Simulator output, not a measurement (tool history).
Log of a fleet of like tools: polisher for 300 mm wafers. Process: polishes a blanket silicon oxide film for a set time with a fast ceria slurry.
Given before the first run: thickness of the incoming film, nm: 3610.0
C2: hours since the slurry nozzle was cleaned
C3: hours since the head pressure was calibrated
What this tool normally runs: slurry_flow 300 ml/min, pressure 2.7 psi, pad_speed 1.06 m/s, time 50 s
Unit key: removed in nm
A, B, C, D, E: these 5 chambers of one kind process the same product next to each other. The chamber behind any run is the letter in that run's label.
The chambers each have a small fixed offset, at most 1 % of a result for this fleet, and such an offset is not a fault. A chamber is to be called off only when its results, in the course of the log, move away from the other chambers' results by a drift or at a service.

-- hour=4.6 chamber E: head pressure recalibrated
run 1E hour=6.3 | slurry_flow=300 pressure=2.7 pad_speed=1.06 time=50 | wafers_polished_on_this_pad=463 C2=660.5 C3=1.7 | removed=702.19
run 2D hour=13.2 | slurry_flow=300 pressure=2.7 pad_speed=1.06 time=50 | wafers_polished_on_this_pad=847 C2=347.9 C3=369.8 | removed=701.57
-- hour=21.9 chamber E: slurry nozzle cleaned
run 3A hour=22.6 | slurry_flow=300 pressure=2.7 pad_speed=1.06 time=50 | wafers_polished_on_this_pad=518 C2=203.2 C3=598.6 | removed=710.01
-- hour=27.8 chamber B: slurry nozzle cleaned
run 4B hour=32.2 | slurry_flow=300 pressure=2.7 pad_speed=1.06 time=50 | wafers_polished_on_this_pad=900 C2=4.5 C3=1039 | removed=705.65
-- hour=35.2 chamber B: worn pad replaced by a new one
-- hour=43.6 chamber E: worn pad replaced by a new one
run 5C hour=44.1 | slurry_flow=300 pressure=2.7 pad_speed=1.06 time=50 | wafers_polished_on_this_pad=771 C2=180.9 C3=338.1 | removed=695.04
run 6E hour=54.4 | slurry_flow=300 pressure=2.7 pad_speed=1.06 time=50 | wafers_polished_on_this_pad=137 C2=32.5 C3=49.8 | removed=702.74
run 7D hour=67 | slurry_flow=300 pressure=2.7 pad_speed=1.06 time=50 | wafers_polished_on_this_pad=1532 C2=401.7 C3=423.6 | removed=695.71
-- hour=70.1 chamber A: worn pad replaced by a new one
run 8B hour=76.8 | slurry_flow=300 pressure=3.2 pad_speed=1.32 time=50 | wafers_polished_on_this_pad=529 C2=49.1 C3=1083.6 | removed=1026.2
run 9A hour=86.1 | slurry_flow=300 pressure=3.2 pad_speed=1.32 time=50 | wafers_polished_on_this_pad=204 C2=266.7 C3=662.1 | removed=1018.3
run 10C hour=96.8 | slurry_flow=300 pressure=3.2 pad_speed=1.32 time=50 | wafers_polished_on_this_pad=1442 C2=233.6 C3=390.8 | removed=1035.7
-- hour=104.8 chamber B: worn pad replaced by a new one
-- hour=107.8 chamber C: worn pad replaced by a new one
run 11D hour=109.2 | slurry_flow=300 pressure=3.2 pad_speed=1.32 time=50 | wafers_polished_on_this_pad=2069 C2=443.9 C3=465.8 | removed=1035.3
run 12B hour=122.4 | slurry_flow=300 pressure=3.2 pad_speed=1.32 time=50 | wafers_polished_on_this_pad=224 C2=94.7 C3=1129.2 | removed=1028.4
-- hour=127.3 chamber E: worn pad replaced by a new one
run 13A hour=129.7 | slurry_flow=300 pressure=2.7 pad_speed=1.06 time=50 | wafers_polished_on_this_pad=759 C2=310.3 C3=705.7 | removed=702.9
run 14E hour=137.5 | slurry_flow=300 pressure=2.7 pad_speed=1.06 time=50 | wafers_polished_on_this_pad=129 C2=115.6 C3=132.9 | removed=702.85
run 15C hour=146.5 | slurry_flow=300 pressure=2.7 pad_speed=1.06 time=50 | wafers_polished_on_this_pad=493 C2=283.3 C3=440.5 | removed=685.9
run 16B hour=157.9 | slurry_flow=300 pressure=2.7 pad_speed=1.06 time=50 | wafers_polished_on_this_pad=676 C2=130.2 C3=1164.7 | removed=706.46
-- hour=164.6 chamber A: worn pad replaced by a new one
run 17A hour=167.1 | slurry_flow=300 pressure=2.7 pad_speed=1.06 time=50 | wafers_polished_on_this_pad=32 C2=347.7 C3=743.1 | removed=705.53
run 18D hour=175.2 | slurry_flow=300 pressure=2.7 pad_speed=1.06 time=50 | wafers_polished_on_this_pad=2910 C2=509.9 C3=531.8 | removed=672.83
run 19E hour=183.4 | slurry_flow=300 pressure=2.7 pad_speed=1.06 time=50 | wafers_polished_on_this_pad=714 C2=161.5 C3=178.8 | removed=699.72
-- hour=192.1 chamber B: worn pad replaced by a new one
-- hour=195.1 chamber E: worn pad replaced by a new one
run 20C hour=195.4 | slurry_flow=300 pressure=2.7 pad_speed=1.06 time=50 | wafers_polished_on_this_pad=1115 C2=332.2 C3=489.4 | removed=702.51
-- hour=207.4 chamber C: worn pad replaced by a new one
run 21C hour=209.2 | slurry_flow=300 pressure=2.7 pad_speed=1.06 time=50 | wafers_polished_on_this_pad=23 C2=346 C3=503.2 | removed=690.74
run 22D hour=216.8 | slurry_flow=300 pressure=2.7 pad_speed=1.06 time=50 | wafers_polished_on_this_pad=3439 C2=551.5 C3=573.4 | removed=661.72
-- hour=222.2 chamber B: head pressure recalibrated
-- hour=226.5 chamber D: slurry nozzle cleaned
run 23E hour=228.7 | slurry_flow=260 pressure=2.7 pad_speed=1.3 time=50 | wafers_polished_on_this_pad=428 C2=206.8 C3=224.1 | removed=841.12
-- hour=235.2 chamber A: slurry nozzle cleaned
run 24B hour=241.1 | slurry_flow=260 pressure=2.7 pad_speed=1.3 time=50 | wafers_polished_on_this_pad=624 C2=213.4 C3=19 | removed=850.05
-- hour=246.4 chamber A: head pressure recalibrated
-- hour=254 chamber C: head pressure recalibrated
run 25A hour=255.2 | slurry_flow=260 pressure=2.7 pad_speed=1.3 time=50 | wafers_polished_on_this_pad=1154 C2=20 C3=8.8 | removed=842.32
run 26C hour=264.2 | slurry_flow=260 pressure=2.7 pad_speed=1.3 time=50 | wafers_polished_on_this_pad=723 C2=401 C3=10.3 | removed=848.42
-- hour=269.2 chamber A: worn pad replaced by a new one
-- hour=275.5 chamber B: worn pad replaced by a new one
run 27B hour=276.5 | slurry_flow=260 pressure=2.7 pad_speed=1.3 time=50 | wafers_polished_on_this_pad=13 C2=248.8 C3=54.4 | removed=837.93
-- hour=277.1 chamber B: slurry nozzle cleaned
-- hour=284.8 chamber E: worn pad replaced by a new one
run 28D hour=290.1 | slurry_flow=300 pressure=2.7 pad_speed=1.06 time=50 | wafers_polished_on_this_pad=4373 C2=63.6 C3=646.7 | removed=652.83
run 29A hour=301.2 | slurry_flow=300 pressure=2.7 pad_speed=1.06 time=50 | wafers_polished_on_this_pad=408 C2=66 C3=54.8 | removed=710.48
run 30E hour=312.9 | slurry_flow=300 pressure=2.7 pad_speed=1.06 time=50 | wafers_polished_on_this_pad=357 C2=291 C3=308.3 | removed=715.62
run 31E hour=322.2 | slurry_flow=300 pressure=2.7 pad_speed=1.06 time=50 | wafers_polished_on_this_pad=476 C2=300.3 C3=317.6 | removed=699.42
run 32B hour=336.7 | slurry_flow=300 pressure=2.7 pad_speed=1.06 time=50 | wafers_polished_on_this_pad=780 C2=59.7 C3=114.6 | removed=696.05
-- hour=339.2 chamber C: worn pad replaced by a new one
run 33A hour=344.1 | slurry_flow=300 pressure=3.1 pad_speed=1.22 time=50 | wafers_polished_on_this_pad=954 C2=108.9 C3=97.7 | removed=916.65
run 34C hour=353.3 | slurry_flow=300 pressure=3.1 pad_speed=1.22 time=50 | wafers_polished_on_this_pad=180 C2=490.1 C3=99.4 | removed=921.68
-- hour=356.2 chamber C: slurry nozzle cleaned
run 35D hour=360.1 | slurry_flow=300 pressure=3.1 pad_speed=1.22 time=50 | wafers_polished_on_this_pad=5264 C2=133.6 C3=716.7 | removed=824.02
-- hour=366.2 chamber A: worn pad replaced by a new one
run 36C hour=373.6 | slurry_flow=300 pressure=3.1 pad_speed=1.22 time=50 | wafers_polished_on_this_pad=438 C2=17.4 C3=119.7 | removed=920.34
run 37A hour=385.3 | slurry_flow=300 pressure=3.1 pad_speed=1.22 time=50 | wafers_polished_on_this_pad=243 C2=150.1 C3=138.9 | removed=912.21
run 38D hour=393.8 | slurry_flow=300 pressure=2.7 pad_speed=1.06 time=50 | wafers_polished_on_this_pad=5693 C2=167.3 C3=750.4 | removed=628.11

Decide between three cases: one chamber stands off from its peers, the gauge reading all wafers drifts, or nothing is wrong past each chamber's small offset. Where a chamber is off, say which and what most likely put it there.

It is chamber D that slowly wanders off from its peers.
Most likely cause: removal rate lost through wear of the pad, % = 11.9.
It could be hard to tell apart here from: head's pressure below its setpoint, %.

Chamber D could run next with any of the 4 candidate recipes listed below; each alters the usual settings, and their results appear as question marks. Which one brings its results back in line with what the other chambers deliver on the usual settings?
Allowed miss from the other chambers' usual-settings mean, per result, to count as in line: removed 23 nm
run 39D-1 hour=404.2 | slurry_flow=300 pressure=2.8 pad_speed=1.12 time=52 | removed=?
run 39D-2 hour=404.2 | slurry_flow=310 pressure=2.7 pad_speed=1.06 time=66 | removed=?
run 39D-3 hour=404.2 | slurry_flow=300 pressure=2.6 pad_speed=1 time=48 | removed=?
run 39D-4 hour=404.2 | slurry_flow=300 pressure=2.7 pad_speed=0.92 time=43 | removed=?

Other chambers, usual settings, mean: removed 700.27 nm
run=39D-1 removed=703.97
run=39D-2 removed=817.23
run=39D-3 removed=538.04
run=39D-4 removed=459.97
Change 39D-1 lands the chamber within the allowed miss of the other chambers.
